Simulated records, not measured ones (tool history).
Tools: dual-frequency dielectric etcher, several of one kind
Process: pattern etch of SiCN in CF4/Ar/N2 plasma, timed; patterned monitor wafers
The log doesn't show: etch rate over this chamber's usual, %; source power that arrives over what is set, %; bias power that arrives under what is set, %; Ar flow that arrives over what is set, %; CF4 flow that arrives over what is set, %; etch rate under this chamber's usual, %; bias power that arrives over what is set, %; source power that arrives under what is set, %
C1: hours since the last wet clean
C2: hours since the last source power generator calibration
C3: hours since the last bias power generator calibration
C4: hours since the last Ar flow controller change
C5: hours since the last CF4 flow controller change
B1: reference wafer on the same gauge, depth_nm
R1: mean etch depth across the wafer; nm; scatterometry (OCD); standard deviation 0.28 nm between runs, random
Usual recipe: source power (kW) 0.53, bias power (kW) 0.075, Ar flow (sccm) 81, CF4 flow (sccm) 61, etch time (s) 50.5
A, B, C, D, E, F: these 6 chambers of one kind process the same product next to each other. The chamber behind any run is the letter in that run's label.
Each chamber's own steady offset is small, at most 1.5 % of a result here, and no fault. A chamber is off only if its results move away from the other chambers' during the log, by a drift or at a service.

At hour 0.2: chamber B: wet clean of the chamber.
At hour 0.6: chamber F: Ar flow controller replaced.
Run 1F, hour 7.6: usual settings; C1 194.2; C2 580.4; C3 3280; C4 7; C5 1634.4; B1 54.943. Result: R1 51.91 nm.
Run 2D, hour 16.7: usual settings; C1 297.6; C2 1336.1; C3 2318; C4 5042.5; C5 803; B1 54.897. Result: R1 51.293 nm.
Run 3C, hour 24.1: usual settings; C1 281.5; C2 1286.1; C3 2264.6; C4 1050.1; C5 278.8; B1 54.975. Result: R1 51.679 nm.
Run 4E, hour 30.8: usual settings; C1 165.1; C2 2334.1; C3 1851.4; C4 469.6; C5 934.4; B1 54.935. Result: R1 52.44 nm.
Run 5A, hour 38.3: usual settings but etch time (s) 43.5; C1 446.1; C2 1065.9; C3 410.2; C4 967; C5 2042.2; B1 54.922. Result: R1 44.073 nm.
Run 6B, hour 43.5: usual settings but etch time (s) 43.5; C1 43.3; C2 1379.1; C3 2307.6; C4 1844.1; C5 2573.5; B1 54.877. Result: R1 44.655 nm.
Run 7C, hour 53.1: usual settings but etch time (s) 43.5; C1 310.5; C2 1315.1; C3 2293.6; C4 1079.1; C5 307.8; B1 54.906. Result: R1 44.375 nm.
Run 8B, hour 58.4: usual settings but etch time (s) 43.5; C1 58.2; C2 1394; C3 2322.5; C4 1859; C5 2588.4; B1 54.889. Result: R1 44.618 nm.
Run 9D, hour 65.9: usual settings but etch time (s) 43.5; C1 346.8; C2 1385.3; C3 2367.2; C4 5091.7; C5 852.2; B1 54.884. Result: R1 44.415 nm.
Run 10E, hour 74.7: usual settings but etch time (s) 43.5; C1 209; C2 2378; C3 1895.3; C4 513.5; C5 978.3; B1 54.847. Result: R1 44.385 nm.
Run 11F, hour 84.3: usual settings; C1 270.9; C2 657.1; C3 3356.7; C4 83.7; C5 1711.1; B1 54.892. Result: R1 51.472 nm.
At hour 84.6: chamber A: wet clean of the chamber.
Run 12A, hour 92: usual settings; C1 7.4; C2 1119.6; C3 463.9; C4 1020.7; C5 2095.9; B1 54.895. Result: R1 51.066 nm.
Run 13E, hour 101.8: usual settings; C1 236.1; C2 2405.1; C3 1922.4; C4 540.6; C5 1005.4; B1 54.869. Result: R1 52.241 nm.
Run 14A, hour 109.8: usual settings; C1 25.2; C2 1137.4; C3 481.7; C4 1038.5; C5 2113.7; B1 54.916. Result: R1 51.271 nm.
Run 15F, hour 115.7: usual settings but Ar flow (sccm) 74; C1 302.3; C2 688.5; C3 3388.1; C4 115.1; C5 1742.5; B1 54.884. Result: R1 52.187 nm.
Run 16C, hour 123.1: usual settings but Ar flow (sccm) 74; C1 380.5; C2 1385.1; C3 2363.6; C4 1149.1; C5 377.8; B1 54.903. Result: R1 52.125 nm.
Run 17D, hour 129.6: usual settings but Ar flow (sccm) 74; C1 410.5; C2 1449; C3 2430.9; C4 5155.4; C5 915.9; B1 54.903. Result: R1 52.891 nm.
Run 18B, hour 136.7: usual settings but Ar flow (sccm) 74; C1 136.5; C2 1472.3; C3 2400.8; C4 1937.3; C5 2666.7; B1 54.99. Result: R1 52.107 nm.
Run 19B, hour 145.1: usual settings but Ar flow (sccm) 74; C1 144.9; C2 1480.7; C3 2409.2; C4 1945.7; C5 2675.1; B1 54.877. Result: R1 52.372 nm.
Run 20F, hour 153.3: usual settings but Ar flow (sccm) 74; C1 339.9; C2 726.1; C3 3425.7; C4 152.7; C5 1780.1; B1 54.897. Result: R1 52.632 nm.
Run 21D, hour 157.9: usual settings; C1 438.8; C2 1477.3; C3 2459.2; C4 5183.7; C5 944.2; B1 54.872. Result: R1 52.429 nm.
At hour 161.7: chamber B: CF4 flow controller replaced.
At hour 165.1: chamber E: source power generator calibrated.
Run 22A, hour 165.2: usual settings but bias power (kW) 0.068; C1 80.6; C2 1192.8; C3 537.1; C4 1093.9; C5 2169.1; B1 54.901. Result: R1 49.234 nm.
Run 23C, hour 175.4: usual settings but bias power (kW) 0.068; C1 432.8; C2 1437.4; C3 2415.9; C4 1201.4; C5 430.1; B1 54.914. Result: R1 50.146 nm.
Run 24E, hour 181.6: usual settings but bias power (kW) 0.068; C1 315.9; C2 16.6; C3 2002.2; C4 620.4; C5 1085.2; B1 54.928. Result: R1 50.411 nm.
Run 25A, hour 189: usual settings but bias power (kW) 0.068; C1 104.4; C2 1216.6; C3 560.9; C4 1117.7; C5 2192.9; B1 54.908. Result: R1 49.107 nm.
At hour 190.9: chamber D: wet clean of the chamber.
Run 26C, hour 194.7: usual settings but bias power (kW) 0.068; C1 452.1; C2 1456.7; C3 2435.2; C4 1220.7; C5 449.4; B1 54.91. Result: R1 49.637 nm.
Run 27F, hour 201.8: usual settings but bias power (kW) 0.068; C1 388.4; C2 774.6; C3 3474.2; C4 201.2; C5 1828.6; B1 54.886. Result: R1 49.549 nm.
Run 28D, hour 211.4: usual settings; C1 20.5; C2 1530.8; C3 2512.7; C4 5237.2; C5 997.7; B1 54.918. Result: R1 52.749 nm.
Run 29E, hour 217.2: usual settings; C1 351.5; C2 52.2; C3 2037.8; C4 656; C5 1120.8; B1 54.873. Result: R1 52.293 nm.
Run 30B, hour 224.2: usual settings but source power (kW) 0.46, CF4 flow (sccm) 68; C1 224; C2 1559.8; C3 2488.3; C4 2024.8; C5 62.6; B1 54.907. Result: R1 46.582 nm.
Run 31D, hour 231.2: usual settings but source power (kW) 0.46, CF4 flow (sccm) 68; C1 40.3; C2 1550.6; C3 2532.5; C4 5257; C5 1017.5; B1 54.977. Result: R1 47.308 nm.
Run 32C, hour 240.7: usual settings but source power (kW) 0.46, CF4 flow (sccm) 68; C1 498.1; C2 1502.7; C3 2481.2; C4 1266.7; C5 495.4; B1 54.955. Result: R1 46.317 nm.
Run 33F, hour 245.5: usual settings but source power (kW) 0.46, CF4 flow (sccm) 68; C1 432.1; C2 818.3; C3 3517.9; C4 244.9; C5 1872.3; B1 54.808. Result: R1 46.43 nm.
Run 34A, hour 252.6: usual settings but source power (kW) 0.46, CF4 flow (sccm) 68; C1 168; C2 1280.2; C3 624.5; C4 1181.3; C5 2256.5; B1 54.866. Result: R1 45.606 nm.
Run 35E, hour 259.8: usual settings but source power (kW) 0.46, CF4 flow (sccm) 68; C1 394.1; C2 94.8; C3 2080.4; C4 698.6; C5 1163.4; B1 54.891. Result: R1 46.821 nm.
Run 36B, hour 266.8: usual settings; C1 266.6; C2 1602.4; C3 2530.9; C4 2067.4; C5 105.2; B1 54.866. Result: R1 51.61 nm.
Run 37E, hour 274.9: usual settings; C1 409.2; C2 109.9; C3 2095.5; C4 713.7; C5 1178.5; B1 54.92. Result: R1 52.315 nm.

Which is it: a chamber that has drifted or been left off by a service, a gauge drift common to all chambers, or only each chamber's usual small offset? If a chamber is off, name it and its likeliest cause.

It is chamber D that slowly wanders off from its peers.
Likeliest cause: source power that arrives over what is set, % = 3.62.

Which of the 4 candidates below, each the usual settings with something changed and its results left as question marks, puts chamber D back in line with what the other chambers give on the usual settings?
A result is in line if it is within this distance of the other chambers' mean on the usual settings: R1 0.98 nm
Run 38D-1, hour 282.5: usual settings but source power (kW) 0.5, bias power (kW) 0.073, CF4 flow (sccm) 60. Result: R1 ?.
Run 38D-2, hour 282.5: usual settings but source power (kW) 0.57. Result: R1 ?.
Run 38D-3, hour 282.5: usual settings but source power (kW) 0.51. Result: R1 ?.
Run 38D-4, hour 282.5: usual settings but source power (kW) 0.54, bias power (kW) 0.076. Result: R1 ?.

The mean the other chambers reach with the usual settings: R1 51.564 nm
  run      R1
38D-1  49.744
38D-2  56.437
38D-3  51.208
38D-4  54.073
The right change is 38D-3: it brings the chamber back within the allowed miss of the others.
